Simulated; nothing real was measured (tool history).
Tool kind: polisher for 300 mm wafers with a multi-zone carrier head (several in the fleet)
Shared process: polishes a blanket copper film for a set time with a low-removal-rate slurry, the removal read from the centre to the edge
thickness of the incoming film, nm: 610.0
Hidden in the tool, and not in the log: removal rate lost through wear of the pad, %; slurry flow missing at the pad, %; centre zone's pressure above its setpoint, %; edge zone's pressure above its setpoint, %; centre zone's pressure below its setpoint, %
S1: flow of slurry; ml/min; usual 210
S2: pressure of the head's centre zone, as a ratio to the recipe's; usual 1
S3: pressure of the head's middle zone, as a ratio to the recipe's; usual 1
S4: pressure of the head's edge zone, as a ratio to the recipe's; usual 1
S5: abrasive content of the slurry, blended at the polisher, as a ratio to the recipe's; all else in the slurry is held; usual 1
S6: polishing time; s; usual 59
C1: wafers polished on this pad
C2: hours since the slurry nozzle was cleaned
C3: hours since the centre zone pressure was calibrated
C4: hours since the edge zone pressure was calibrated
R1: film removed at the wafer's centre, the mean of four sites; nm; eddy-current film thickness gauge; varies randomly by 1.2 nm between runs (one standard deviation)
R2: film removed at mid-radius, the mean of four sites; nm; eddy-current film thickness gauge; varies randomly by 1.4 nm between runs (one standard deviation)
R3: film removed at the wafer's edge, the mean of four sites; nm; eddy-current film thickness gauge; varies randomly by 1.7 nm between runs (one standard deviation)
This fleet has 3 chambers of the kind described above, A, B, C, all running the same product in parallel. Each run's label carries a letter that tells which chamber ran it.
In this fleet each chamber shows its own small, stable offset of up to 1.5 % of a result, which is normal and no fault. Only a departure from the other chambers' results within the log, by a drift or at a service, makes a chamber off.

run,day,S1,S2,S3,S4,S5,S6,C1,C2,C3,C4,R1,R2,R3
1C,0.333,210,1,1,1,1,59,858,150.8,516.3,571.4,117.54,118.22,118.72
2B,0.838,210,1,1,1,1,59,547,149.2,1364.4,919.8,119.12,117.01,117.95
3A,1.312,210,1,1,1,1,59,600,151.7,528.4,915.2,118.36,118.02,118.21
4A,1.592,210,1,1,1,1,59,685,158.4,535.1,921.9,120.02,119.05,120.98
# day 1.6: chamber C: edge zone pressure recalibrated
# day 2.05: chamber B: centre zone pressure recalibrated
5B,2.096,210,1,1,1,1,59,927,179.4,1.1,950,118.49,118.46,118.34
6C,2.342,210,1,1,1,1,59,1465,199,564.5,17.9,119.28,120.29,116.48
7C,2.717,210,1,1,1,1,59,1578,208,573.5,26.9,118.69,117.24,122.28
# day 3.1: chamber A: worn pad replaced by a new one
8B,3.196,210,1,1,1,1,59,1260,205.8,27.5,976.4,118.25,118.18,114.25
9A,3.538,210,1,1,1,1,59,133,205.1,581.8,968.6,116.68,116.25,116.8
# day 3.696: chamber B: worn pad replaced by a new one
10A,4.05,210,1,1,1,1,59,287,217.4,594.1,980.9,118.74,119.64,116.89
11B,4.312,210,0.92,1,1.07,1,59,186,232.6,54.3,1003.2,105.87,117.19,121.11
12C,4.625,210,0.92,1,1.07,1,59,2155,253.8,619.3,72.7,106.91,114.39,120.96
13A,4.992,210,0.92,1,1.07,1,59,572,240,616.7,1003.5,107.28,117.86,124.09
14B,5.221,210,1,1,1.04,1.25,59,461,254.4,76.1,1025,127.15,123.15,124.45
# day 5.312: chamber A: centre zone pressure recalibrated
15C,5.688,210,1,1,1.04,1.25,59,2476,279.3,644.8,98.2,119.12,119.26,121.04
16A,6.179,210,1,1,1.04,1.25,59,931,268.5,20.9,1032,126.06,124.35,128.33
17C,6.571,210,1,1,1,1,59,2743,300.5,666,119.4,115.22,115.06,113.61
# day 6.721: chamber A: worn pad replaced by a new one
# day 6.867: chamber C: centre zone pressure recalibrated
18B,6.904,210,1.08,0.93,1,1,59,970,294.8,116.5,1065.4,129.59,110.86,116.41
19C,7.142,210,1.08,0.93,1,1,59,2915,314.2,6.7,133.1,122.47,107.54,116.06
20B,7.608,210,1.08,0.93,1,1,59,1183,311.7,133.4,1082.3,130.18,110.3,116.65
21A,7.929,210,1,1,1,1,59,366,310.5,62.9,1074,117.8,116.7,121.89
# day 8.033: chamber B: worn pad replaced by a new one
22C,8.342,210,1,1,1,1,59,3278,343,35.5,161.9,111.69,113.12,112.92
23A,8.642,210,1,1,1,1,59,581,327.6,80,1091.1,116.95,116.38,120.32
24B,9.154,210,1,1,1,1,59,339,348.8,170.5,1119.4,117.28,117.93,117.5
25A,9.392,210,1,1,1,1,59,808,345.6,98,1109.1,119.01,120.38,119.55
26C,9.629,210,1,1,1,1,59,3667,373.9,66.4,192.8,110.42,108.09,109.54
27B,10.1,210,1,1,1,1,77,625,371.5,193.2,1142.1,155.6,156.15,154.65
# day 10.225: chamber A: worn pad replaced by a new one
28C,10.446,210,1,1,1,1,77,3914,393.5,86,212.4,142.7,146.23,144.01
29B,10.862,210,1,1,1,1,77,856,389.8,211.5,1160.4,157.57,153.46,151.66
30A,11.121,210,1,0.94,1,1,59,270,387.1,139.5,1150.6,120.96,111.23,118.23
31A,11.412,210,1,0.94,1,1,59,359,394.1,146.5,1157.6,117.46,111.44,118.68
32C,11.867,210,1,0.94,1,1,59,4344,427.6,120.1,246.5,110.2,102.78,106.42
33B,12.192,210,1.07,1,1,1,59,1258,421.7,243.4,1192.3,129.08,119.27,118.07
# day 12.333: chamber B: edge zone pressure recalibrated
# day 12.388: chamber B: worn pad replaced by a new one
34C,12.629,210,1.07,1,1,1,59,4574,445.9,138.4,264.8,114.8,108.08,107.82
# day 12.675: chamber B: slurry nozzle cleaned
35A,12.896,210,1.07,1,1,1,59,807,429.7,182.1,1193.2,128.36,116.2,120.03
# day 13.138: chamber A: worn pad replaced by a new one
36B,13.15,210,1,1,1,1,59,231,11.4,266.4,19.7,118.67,116.75,117.65
37B,13.583,210,1,1,1,1,59,362,21.8,276.8,30.1,116.58,118.29,118.48
38A,13.992,210,1,1,1,1,59,258,456,208.4,1219.5,119.42,117.8,123.66
39C,14.362,210,1,1,1,1,59,5098,487.5,180,306.4,105.6,105.89,103.9

Is one chamber out of step, is the gauge drifting, or do the chambers differ by no more than their own small offsets? For an off chamber, give its letter and the likeliest cause.

One chamber, C, drifts off from the rest bit by bit.
Most likely cause: removal rate lost through wear of the pad, % = 10.8.

Which of the 4 candidates below, each the usual settings with something changed and its results left as question marks, puts chamber C back in line with what the other chambers give on the usual settings?
To be in line, a result may differ from the other chambers' mean on the usual settings by at most: R1 4 nm; R2 4.8 nm; R3 6 nm
40C-1,14.738,215,1,0.98,1.02,1.05,72,,,,,?,?,?
40C-2,14.738,210,1,1.01,0.99,1,52,,,,,?,?,?
40C-3,14.738,210,1,0.99,1.01,1,66,,,,,?,?,?
40C-4,14.738,210,1,1.02,0.98,0.95,48,,,,,?,?,?

Other chambers, usual settings, mean: R1 118.62 nm; R2 118.45 nm; R3 118.67 nm
run,R1,R2,R3
40C-1,130.07,127.48,132.06
40C-2,92.671,93.357,92.681
40C-3,117.6,116.36,118.9
40C-4,84.639,86.026,84.185
It is 40C-3 that realigns the chamber with its peers.
